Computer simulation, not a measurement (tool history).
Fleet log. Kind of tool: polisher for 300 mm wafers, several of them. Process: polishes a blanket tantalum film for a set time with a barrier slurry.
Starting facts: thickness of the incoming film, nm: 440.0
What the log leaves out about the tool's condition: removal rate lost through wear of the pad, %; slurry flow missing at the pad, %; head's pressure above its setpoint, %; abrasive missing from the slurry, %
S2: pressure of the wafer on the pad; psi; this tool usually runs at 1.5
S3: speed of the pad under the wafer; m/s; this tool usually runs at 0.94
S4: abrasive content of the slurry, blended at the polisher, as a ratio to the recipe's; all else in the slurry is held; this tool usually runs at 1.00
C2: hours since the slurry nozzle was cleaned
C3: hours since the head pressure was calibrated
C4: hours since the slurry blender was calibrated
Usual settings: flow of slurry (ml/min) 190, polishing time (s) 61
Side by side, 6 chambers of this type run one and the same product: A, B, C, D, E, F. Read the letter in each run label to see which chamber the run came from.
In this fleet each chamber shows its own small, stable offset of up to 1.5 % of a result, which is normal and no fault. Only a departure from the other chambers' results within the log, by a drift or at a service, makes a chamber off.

{"run": "1E", "hour": 11.9, "flow of slurry (ml/min)": 190, "S2": 1.5, "S3": 0.94, "S4": 1.0, "polishing time (s)": 61, "wafers polished on this pad": 117, "C2": 328.2, "C3": 734.4, "C4": 222.9, "film removed (nm)": 89.322}
{"hour": 14.9, "done": "chamber C: worn pad replaced by a new one"}
{"hour": 17.7, "done": "chamber E: slurry nozzle cleaned"}
{"run": "2C", "hour": 22.7, "flow of slurry (ml/min)": 190, "S2": 1.5, "S3": 0.94, "S4": 1.0, "polishing time (s)": 61, "wafers polished on this pad": 68, "C2": 432.3, "C3": 183.8, "C4": 133.6, "film removed (nm)": 84.362}
{"run": "3D", "hour": 35.1, "flow of slurry (ml/min)": 190, "S2": 1.5, "S3": 0.94, "S4": 1.0, "polishing time (s)": 61, "wafers polished on this pad": 574, "C2": 551.0, "C3": 946.8, "C4": 464.1, "film removed (nm)": 85.031}
{"hour": 36.5, "done": "chamber B: worn pad replaced by a new one"}
{"hour": 36.6, "done": "chamber D: slurry blender recalibrated"}
{"hour": 39.6, "done": "chamber D: worn pad replaced by a new one"}
{"run": "4B", "hour": 44.0, "flow of slurry (ml/min)": 190, "S2": 1.5, "S3": 0.94, "S4": 1.0, "polishing time (s)": 61, "wafers polished on this pad": 65, "C2": 318.0, "C3": 143.9, "C4": 54.0, "film removed (nm)": 86.793}
{"run": "5F", "hour": 53.7, "flow of slurry (ml/min)": 190, "S2": 1.9, "S3": 0.94, "S4": 1.0, "polishing time (s)": 61, "wafers polished on this pad": 798, "C2": 85.4, "C3": 983.5, "C4": 154.7, "film removed (nm)": 109.91}
{"hour": 56.4, "done": "chamber A: worn pad replaced by a new one"}
{"run": "6A", "hour": 63.6, "flow of slurry (ml/min)": 190, "S2": 1.9, "S3": 0.94, "S4": 1.0, "polishing time (s)": 61, "wafers polished on this pad": 63, "C2": 502.9, "C3": 377.4, "C4": 92.9, "film removed (nm)": 110.83}
{"hour": 69.3, "done": "chamber C: slurry blender recalibrated"}
{"run": "7B", "hour": 73.0, "flow of slurry (ml/min)": 190, "S2": 1.9, "S3": 0.94, "S4": 1.0, "polishing time (s)": 61, "wafers polished on this pad": 318, "C2": 347.0, "C3": 172.9, "C4": 83.0, "film removed (nm)": 107.53}
{"hour": 76.0, "done": "chamber E: worn pad replaced by a new one"}
{"run": "8D", "hour": 80.1, "flow of slurry (ml/min)": 190, "S2": 1.9, "S3": 0.94, "S4": 1.0, "polishing time (s)": 61, "wafers polished on this pad": 353, "C2": 596.0, "C3": 991.8, "C4": 43.6, "film removed (nm)": 110.21}
{"hour": 87.9, "done": "chamber F: worn pad replaced by a new one"}
{"hour": 91.9, "done": "chamber A: slurry blender recalibrated"}
{"run": "9F", "hour": 93.6, "flow of slurry (ml/min)": 190, "S2": 1.9, "S3": 0.94, "S4": 1.0, "polishing time (s)": 61, "wafers polished on this pad": 49, "C2": 125.3, "C3": 1023.4, "C4": 194.6, "film removed (nm)": 108.99}
{"hour": 96.2, "done": "chamber C: slurry nozzle cleaned"}
{"hour": 98.7, "done": "chamber A: head pressure recalibrated"}
{"hour": 104.6, "done": "chamber F: slurry blender recalibrated"}
{"run": "10E", "hour": 104.9, "flow of slurry (ml/min)": 190, "S2": 1.9, "S3": 0.94, "S4": 1.0, "polishing time (s)": 61, "wafers polished on this pad": 251, "C2": 87.3, "C3": 827.4, "C4": 315.9, "film removed (nm)": 110.93}
{"hour": 107.0, "done": "chamber C: worn pad replaced by a new one"}
{"hour": 109.5, "done": "chamber D: worn pad replaced by a new one"}
{"run": "11C", "hour": 112.6, "flow of slurry (ml/min)": 190, "S2": 1.5, "S3": 0.94, "S4": 1.0, "polishing time (s)": 61, "wafers polished on this pad": 48, "C2": 16.4, "C3": 273.7, "C4": 43.3, "film removed (nm)": 85.794}
{"hour": 120.6, "done": "chamber B: worn pad replaced by a new one"}
{"run": "12A", "hour": 124.1, "flow of slurry (ml/min)": 190, "S2": 1.5, "S3": 0.94, "S4": 1.25, "polishing time (s)": 61, "wafers polished on this pad": 590, "C2": 563.4, "C3": 25.4, "C4": 32.3, "film removed (nm)": 90.206}
{"run": "13D", "hour": 131.6, "flow of slurry (ml/min)": 190, "S2": 1.5, "S3": 0.94, "S4": 1.25, "polishing time (s)": 61, "wafers polished on this pad": 192, "C2": 647.5, "C3": 1043.3, "C4": 95.1, "film removed (nm)": 92.406}
{"hour": 136.7, "done": "chamber A: slurry nozzle cleaned"}
{"run": "14A", "hour": 143.5, "flow of slurry (ml/min)": 190, "S2": 1.5, "S3": 0.94, "S4": 1.25, "polishing time (s)": 61, "wafers polished on this pad": 759, "C2": 6.9, "C3": 44.8, "C4": 51.7, "film removed (nm)": 90.333}
{"run": "15C", "hour": 156.3, "flow of slurry (ml/min)": 190, "S2": 1.5, "S3": 0.94, "S4": 1.25, "polishing time (s)": 61, "wafers polished on this pad": 429, "C2": 60.1, "C3": 317.4, "C4": 87.0, "film removed (nm)": 90.798}
{"hour": 157.2, "done": "chamber A: worn pad replaced by a new one"}
{"hour": 162.5, "done": "chamber E: worn pad replaced by a new one"}
{"hour": 166.2, "done": "chamber B: slurry nozzle cleaned"}
{"run": "16F", "hour": 169.4, "flow of slurry (ml/min)": 190, "S2": 1.5, "S3": 0.94, "S4": 1.25, "polishing time (s)": 61, "wafers polished on this pad": 710, "C2": 201.1, "C3": 1099.2, "C4": 64.8, "film removed (nm)": 91.851}
{"run": "17B", "hour": 180.2, "flow of slurry (ml/min)": 190, "S2": 1.5, "S3": 0.94, "S4": 1.25, "polishing time (s)": 61, "wafers polished on this pad": 520, "C2": 14.0, "C3": 280.1, "C4": 190.2, "film removed (nm)": 90.948}
{"hour": 181.5, "done": "chamber F: head pressure recalibrated"}
{"hour": 189.6, "done": "chamber C: worn pad replaced by a new one"}
{"run": "18E", "hour": 192.0, "flow of slurry (ml/min)": 190, "S2": 1.5, "S3": 0.94, "S4": 1.0, "polishing time (s)": 61, "wafers polished on this pad": 257, "C2": 174.4, "C3": 914.5, "C4": 403.0, "film removed (nm)": 89.305}
{"hour": 198.3, "done": "chamber D: worn pad replaced by a new one"}
{"hour": 198.8, "done": "chamber F: worn pad replaced by a new one"}
{"run": "19A", "hour": 201.0, "flow of slurry (ml/min)": 190, "S2": 1.5, "S3": 0.94, "S4": 1.0, "polishing time (s)": 61, "wafers polished on this pad": 382, "C2": 64.4, "C3": 102.3, "C4": 109.2, "film removed (nm)": 87.427}
{"hour": 205.5, "done": "chamber A: slurry blender recalibrated"}
{"hour": 205.8, "done": "chamber C: head pressure recalibrated"}
{"hour": 206.2, "done": "chamber B: worn pad replaced by a new one"}
{"run": "20D", "hour": 214.3, "flow of slurry (ml/min)": 190, "S2": 1.5, "S3": 0.94, "S4": 1.0, "polishing time (s)": 61, "wafers polished on this pad": 139, "C2": 730.2, "C3": 1126.0, "C4": 177.8, "film removed (nm)": 86.18}
{"run": "21F", "hour": 222.0, "flow of slurry (ml/min)": 190, "S2": 1.5, "S3": 0.94, "S4": 1.0, "polishing time (s)": 61, "wafers polished on this pad": 202, "C2": 253.7, "C3": 40.5, "C4": 117.4, "film removed (nm)": 84.694}
{"run": "22E", "hour": 230.1, "flow of slurry (ml/min)": 190, "S2": 1.5, "S3": 0.94, "S4": 1.0, "polishing time (s)": 61, "wafers polished on this pad": 589, "C2": 212.5, "C3": 952.6, "C4": 441.1, "film removed (nm)": 87.463}
{"hour": 232.8, "done": "chamber C: slurry blender recalibrated"}
{"hour": 237.7, "done": "chamber E: slurry blender recalibrated"}
{"run": "23C", "hour": 238.3, "flow of slurry (ml/min)": 190, "S2": 1.5, "S3": 0.94, "S4": 1.0, "polishing time (s)": 61, "wafers polished on this pad": 424, "C2": 142.1, "C3": 32.6, "C4": 5.5, "film removed (nm)": 92.61}
{"hour": 247.0, "done": "chamber D: slurry nozzle cleaned"}
{"hour": 248.0, "done": "chamber B: slurry blender recalibrated"}
{"run": "24B", "hour": 251.8, "flow of slurry (ml/min)": 190, "S2": 1.5, "S3": 0.94, "S4": 1.0, "polishing time (s)": 61, "wafers polished on this pad": 398, "C2": 85.6, "C3": 351.7, "C4": 3.8, "film removed (nm)": 84.782}
{"hour": 255.9, "done": "chamber E: worn pad replaced by a new one"}
{"run": "25D", "hour": 265.0, "flow of slurry (ml/min)": 235, "S2": 1.5, "S3": 0.94, "S4": 0.9, "polishing time (s)": 61, "wafers polished on this pad": 581, "C2": 18.0, "C3": 1176.7, "C4": 228.5, "film removed (nm)": 85.914}
{"hour": 271.8, "done": "chamber D: worn pad replaced by a new one"}
{"run": "26E", "hour": 271.8, "flow of slurry (ml/min)": 235, "S2": 1.5, "S3": 0.94, "S4": 0.9, "polishing time (s)": 61, "wafers polished on this pad": 139, "C2": 254.2, "C3": 994.3, "C4": 34.2, "film removed (nm)": 87.061}
{"run": "27F", "hour": 279.0, "flow of slurry (ml/min)": 235, "S2": 1.5, "S3": 0.94, "S4": 0.9, "polishing time (s)": 61, "wafers polished on this pad": 699, "C2": 310.7, "C3": 97.5, "C4": 174.4, "film removed (nm)": 84.466}
{"hour": 280.9, "done": "chamber C: worn pad replaced by a new one"}
{"hour": 285.7, "done": "chamber A: worn pad replaced by a new one"}
{"hour": 286.9, "done": "chamber F: slurry blender recalibrated"}
{"run": "28A", "hour": 291.4, "flow of slurry (ml/min)": 235, "S2": 1.5, "S3": 0.94, "S4": 0.9, "polishing time (s)": 61, "wafers polished on this pad": 50, "C2": 154.8, "C3": 192.7, "C4": 85.9, "film removed (nm)": 84.917}
{"hour": 293.9, "done": "chamber B: worn pad replaced by a new one"}
{"hour": 297.1, "done": "chamber E: slurry nozzle cleaned"}
{"hour": 297.1, "done": "chamber F: worn pad replaced by a new one"}
{"run": "29C", "hour": 303.6, "flow of slurry (ml/min)": 235, "S2": 1.5, "S3": 0.94, "S4": 0.9, "polishing time (s)": 61, "wafers polished on this pad": 198, "C2": 207.4, "C3": 97.9, "C4": 70.8, "film removed (nm)": 90.533}
{"run": "30B", "hour": 310.7, "flow of slurry (ml/min)": 235, "S2": 1.5, "S3": 0.94, "S4": 0.9, "polishing time (s)": 61, "wafers polished on this pad": 147, "C2": 144.5, "C3": 410.6, "C4": 62.7, "film removed (nm)": 86.529}
{"hour": 317.2, "done": "chamber A: slurry blender recalibrated"}
{"run": "31C", "hour": 323.1, "flow of slurry (ml/min)": 190, "S2": 1.5, "S3": 0.94, "S4": 1.0, "polishing time (s)": 61, "wafers polished on this pad": 368, "C2": 226.9, "C3": 117.4, "C4": 90.3, "film removed (nm)": 92.349}
{"run": "32E", "hour": 329.2, "flow of slurry (ml/min)": 190, "S2": 1.5, "S3": 0.94, "S4": 1.0, "polishing time (s)": 61, "wafers polished on this pad": 639, "C2": 32.2, "C3": 1051.7, "C4": 91.6, "film removed (nm)": 87.624}
{"run": "33A", "hour": 335.5, "flow of slurry (ml/min)": 190, "S2": 1.5, "S3": 0.94, "S4": 1.0, "polishing time (s)": 61, "wafers polished on this pad": 434, "C2": 198.9, "C3": 236.8, "C4": 18.3, "film removed (nm)": 87.025}
{"run": "34B", "hour": 341.7, "flow of slurry (ml/min)": 190, "S2": 1.5, "S3": 0.94, "S4": 1.0, "polishing time (s)": 61, "wafers polished on this pad": 417, "C2": 175.5, "C3": 441.6, "C4": 93.7, "film removed (nm)": 86.329}
{"run": "35D", "hour": 349.1, "flow of slurry (ml/min)": 190, "S2": 1.5, "S3": 0.94, "S4": 1.0, "polishing time (s)": 61, "wafers polished on this pad": 673, "C2": 102.1, "C3": 1260.8, "C4": 312.6, "film removed (nm)": 86.663}
{"hour": 353.0, "done": "chamber D: worn pad replaced by a new one"}
{"run": "36F", "hour": 359.3, "flow of slurry (ml/min)": 190, "S2": 1.5, "S3": 0.94, "S4": 1.0, "polishing time (s)": 61, "wafers polished on this pad": 542, "C2": 391.0, "C3": 177.8, "C4": 72.4, "film removed (nm)": 85.168}
{"run": "37F", "hour": 365.7, "flow of slurry (ml/min)": 190, "S2": 1.5, "S3": 0.94, "S4": 1.0, "polishing time (s)": 61, "wafers polished on this pad": 598, "C2": 397.4, "C3": 184.2, "C4": 78.8, "film removed (nm)": 86.349}
{"hour": 369.7, "done": "chamber C: worn pad replaced by a new one"}
{"hour": 371.0, "done": "chamber B: worn pad replaced by a new one"}
{"run": "38C", "hour": 375.7, "flow of slurry (ml/min)": 190, "S2": 1.5, "S3": 0.94, "S4": 1.0, "polishing time (s)": 61, "wafers polished on this pad": 52, "C2": 279.5, "C3": 170.0, "C4": 142.9, "film removed (nm)": 94.072}
{"run": "39B", "hour": 381.9, "flow of slurry (ml/min)": 190, "S2": 1.5, "S3": 0.94, "S4": 1.0, "polishing time (s)": 61, "wafers polished on this pad": 95, "C2": 215.7, "C3": 481.8, "C4": 133.9, "film removed (nm)": 86.275}
{"run": "40A", "hour": 392.7, "flow of slurry (ml/min)": 190, "S2": 1.5, "S3": 0.94, "S4": 1.0, "polishing time (s)": 61, "wafers polished on this pad": 933, "C2": 256.1, "C3": 294.0, "C4": 75.5, "film removed (nm)": 85.335}
{"run": "41D", "hour": 402.8, "flow of slurry (ml/min)": 190, "S2": 1.1, "S3": 0.94, "S4": 0.75, "polishing time (s)": 61, "wafers polished on this pad": 434, "C2": 155.8, "C3": 1314.5, "C4": 366.3, "film removed (nm)": 58.676}

Each of the 6 chambers runs these same settings next. Fill in every chamber's results:
{"run": "42A", "hour": 412.4, "flow of slurry (ml/min)": 190, "S2": 1.5, "S3": 0.94, "S4": 1.0, "polishing time (s)": 42, "film removed (nm)": "?"}
{"run": "42B", "hour": 412.4, "flow of slurry (ml/min)": 190, "S2": 1.5, "S3": 0.94, "S4": 1.0, "polishing time (s)": 42, "film removed (nm)": "?"}
{"run": "42C", "hour": 412.4, "flow of slurry (ml/min)": 190, "S2": 1.5, "S3": 0.94, "S4": 1.0, "polishing time (s)": 42, "film removed (nm)": "?"}
{"run": "42D", "hour": 412.4, "flow of slurry (ml/min)": 190, "S2": 1.5, "S3": 0.94, "S4": 1.0, "polishing time (s)": 42, "film removed (nm)": "?"}
{"run": "42E", "hour": 412.4, "flow of slurry (ml/min)": 190, "S2": 1.5, "S3": 0.94, "S4": 1.0, "polishing time (s)": 42, "film removed (nm)": "?"}
{"run": "42F", "hour": 412.4, "flow of slurry (ml/min)": 190, "S2": 1.5, "S3": 0.94, "S4": 1.0, "polishing time (s)": 42, "film removed (nm)": "?"}

run=42A film_removed_(nm)=58.293
run=42B film_removed_(nm)=58.618
run=42C film_removed_(nm)=62.159
run=42D film_removed_(nm)=60.074
run=42E film_removed_(nm)=59.291
run=42F film_removed_(nm)=60.059

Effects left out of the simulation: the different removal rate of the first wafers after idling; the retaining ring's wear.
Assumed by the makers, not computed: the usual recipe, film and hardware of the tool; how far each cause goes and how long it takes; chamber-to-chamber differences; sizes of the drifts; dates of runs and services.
